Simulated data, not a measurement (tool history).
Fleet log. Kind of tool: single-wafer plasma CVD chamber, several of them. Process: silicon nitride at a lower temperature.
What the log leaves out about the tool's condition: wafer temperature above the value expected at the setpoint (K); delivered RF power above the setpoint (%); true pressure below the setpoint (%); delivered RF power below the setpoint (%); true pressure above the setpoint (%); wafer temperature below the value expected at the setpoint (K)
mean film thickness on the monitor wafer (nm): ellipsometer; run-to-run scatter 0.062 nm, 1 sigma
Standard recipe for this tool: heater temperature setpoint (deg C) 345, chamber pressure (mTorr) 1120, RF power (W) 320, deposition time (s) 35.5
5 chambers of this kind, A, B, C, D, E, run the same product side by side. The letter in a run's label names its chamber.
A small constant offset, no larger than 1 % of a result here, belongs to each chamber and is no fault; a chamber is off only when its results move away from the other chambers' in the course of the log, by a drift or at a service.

run   hour  heater temperature setpoint (deg C)  chamber pressure (mTorr)  RF power (W)  deposition time (s)  hours since the last thermocouple change  hours since the last RF generator calibration  hours since the last manometer calibration  read-back reference wafer on the same gauge, thickness_nm  mean film thickness on the monitor wafer (nm)
 1A   13.8                                  345                      1120           320                 35.5                                    1902.8                                         1756.5                                       707.4                                                     40.417                                         38.986
 2D   23.7                                  345                      1120           320                 35.5                                    1633.8                                          493.9                                       298.8                                                     40.417                                         39.224
 3B   35.4                                  345                      1120           320                 35.5                                      2167                                          323.3                                       959.4                                                     40.415                                         39.592
 4C   48.5                                  345                      1120           320                 35.5                                    2279.2                                         1594.1                                         909                                                     40.432                                         39.633
 5E   57.9                                  345                      1120           320                 35.5                                    1717.2                                          772.9                                       871.4                                                     40.427                                         39.601
 6D   67.5                                  345                      1120           320                 35.5                                    1677.6                                          537.7                                       342.6                                                     40.443                                         39.251
 7E   75.3                                  345                      1120           320                 35.5                                    1734.6                                          790.3                                       888.8                                                     40.435                                         39.617
      83.3  -- chamber E: thermocouple changed; heater temperature recalibrated
 8B   88.3                                  345                      1120           320                 35.5                                    2219.9                                          376.2                                      1012.3                                                     40.446                                         39.628
 9C   94.7                                  345                      1120           280                 32.4                                    2325.4                                         1640.3                                       955.2                                                     40.451                                         33.079
      97.1  -- chamber B: capacitance manometer re-zeroed and calibrated
10A  107.2                                  345                      1120           280                 32.4                                    1996.2                                         1849.9                                       800.8                                                     40.482                                         32.617
11A  117.2                                  345                      1120           280                 32.4                                    2006.2                                         1859.9                                       810.8                                                     40.461                                         32.552
12B  128.5                                  345                      1120           280                 32.4                                    2260.1                                          416.4                                        31.4                                                     40.468                                         33.036
13C    142                                  345                      1120           280                 32.4                                    2372.7                                         1687.6                                      1002.5                                                     40.482                                         33.156
14E  156.2                                  345                       950           265                 35.5                                      72.9                                          871.2                                       969.7                                                     40.491                                         33.164
15D  163.8                                  345                       950           265                 35.5                                    1773.9                                            634                                       438.9                                                     40.484                                         32.698
16D  172.6                                  345                       950           265                 35.5                                    1782.7                                          642.8                                       447.7                                                     40.502                                         32.794
17B  185.1                                  345                       950           265                 35.5                                    2316.7                                            473                                          88                                                     40.506                                         33.277
18A  198.2                                  345                       950           265                 35.5                                    2087.2                                         1940.9                                       891.8                                                     40.524                                         32.652
19E  207.6                                  332                      1120           320                 35.5                                     124.3                                          922.6                                      1021.1                                                     40.513                                         39.984
20C  219.9                                  332                      1120           320                 35.5                                    2450.6                                         1765.5                                      1080.4                                                     40.515                                         39.866
21A  228.7                                  332                      1120           320                 35.5                                    2117.7                                         1971.4                                       922.3                                                     40.524                                         39.208
22E  239.3                                  332                      1120           320                 35.5                                       156                                          954.3                                      1052.8                                                     40.526                                         39.931
23C  248.4                                  332                      1120           320                 35.5                                    2479.1                                           1794                                      1108.9                                                      40.54                                          39.92
24B  257.4                                  345                      1120           320                 35.5                                      2389                                          545.3                                       160.3                                                     40.546                                         39.706
25D  265.1                                  345                      1120           270                 39.6                                    1875.2                                          735.3                                       540.2                                                     40.551                                         39.054
26A  273.9                                  345                      1120           270                 39.6                                    2162.9                                         2016.6                                       967.5                                                     40.571                                         38.918
     281.8  -- chamber A: capacitance manometer re-zeroed and calibrated
27D  287.5                                  345                      1120           270                 39.6                                    1897.6                                          757.7                                       562.6                                                      40.55                                             39
       290  -- chamber C: capacitance manometer re-zeroed and calibrated
28C  294.4                                  345                      1120           270                 39.6                                    2525.1                                           1840                                         4.4                                                     40.562                                         39.589
29B  304.8                                  345                      1120           270                 39.6                                    2436.4                                          592.7                                       207.7                                                      40.57                                         39.545
30E  317.6                                  345                      1290           320                 35.5                                     234.3                                         1032.6                                      1131.1                                                     40.576                                         41.504
31B  326.9                                  345                      1290           320                 35.5                                    2458.5                                          614.8                                       229.8                                                     40.592                                         41.475
       332  -- chamber C: RF generator calibrated
32D  334.4                                  345                      1290           320                 35.5                                    1944.5                                          804.6                                       609.5                                                     40.583                                         40.997
33C  344.3                                  345                      1290           320                 35.5                                      2575                                           12.3                                        54.3                                                     40.596                                         41.515
34A  356.5                                  345                      1290           320                 35.5                                    2245.5                                         2099.2                                        74.8                                                     40.612                                         40.883
     360.3  -- chamber A: thermocouple changed; heater temperature recalibrated
35E  365.7                                  345                      1120           320                 35.5                                     282.4                                         1080.7                                      1179.2                                                     40.596                                         39.991
36C  373.5                                  345                      1390           320                 35.5                                    2604.2                                           41.5                                        83.5                                                     40.621                                         42.451
37E  386.4                                  345                      1390           320                 35.5                                     303.1                                         1101.4                                      1199.9                                                      40.62                                         42.312
     397.6  -- chamber C: thermocouple changed; heater temperature recalibrated
38A  400.4                                  345                      1390           320                 35.5                                      40.1                                         2143.1                                       118.7                                                     40.629                                         41.755
39B  409.9                                  345                      1390           320                 35.5                                    2541.5                                          697.8                                       312.8                                                     40.632                                         42.432
40D  418.4                                  345                      1390           320                 35.5                                    2028.5                                          888.6                                       693.5                                                     40.641                                          41.99
41C  427.4                                  345                       950           285                 35.5                                      29.9                                           95.4                                       137.4                                                     40.629                                         35.124
42D  441.2                                  345                       950           285                 35.5                                    2051.3                                          911.4                                       716.3                                                     40.651                                         34.516
43E  452.7                                  345                       950           285                 35.5                                     369.4                                         1167.7                                      1266.2                                                     40.655                                         35.092

Next, all 5 chambers run the settings below, one line each with question marks for the results. What does each chamber give?
44A   463                                  345                      1120           320                 35.5                                                                                                                                                                                                                                              ?
44B   463                                  345                      1120           320                 35.5                                                                                                                                                                                                                                              ?
44C   463                                  345                      1120           320                 35.5                                                                                                                                                                                                                                              ?
44D   463                                  345                      1120           320                 35.5                                                                                                                                                                                                                                              ?
44E   463                                  345                      1120           320                 35.5                                                                                                                                                                                                                                              ?

run  mean film thickness on the monitor wafer (nm)
44A                                         39.406
44B                                         39.728
44C                                             40
44D                                          39.48
44E                                         39.856

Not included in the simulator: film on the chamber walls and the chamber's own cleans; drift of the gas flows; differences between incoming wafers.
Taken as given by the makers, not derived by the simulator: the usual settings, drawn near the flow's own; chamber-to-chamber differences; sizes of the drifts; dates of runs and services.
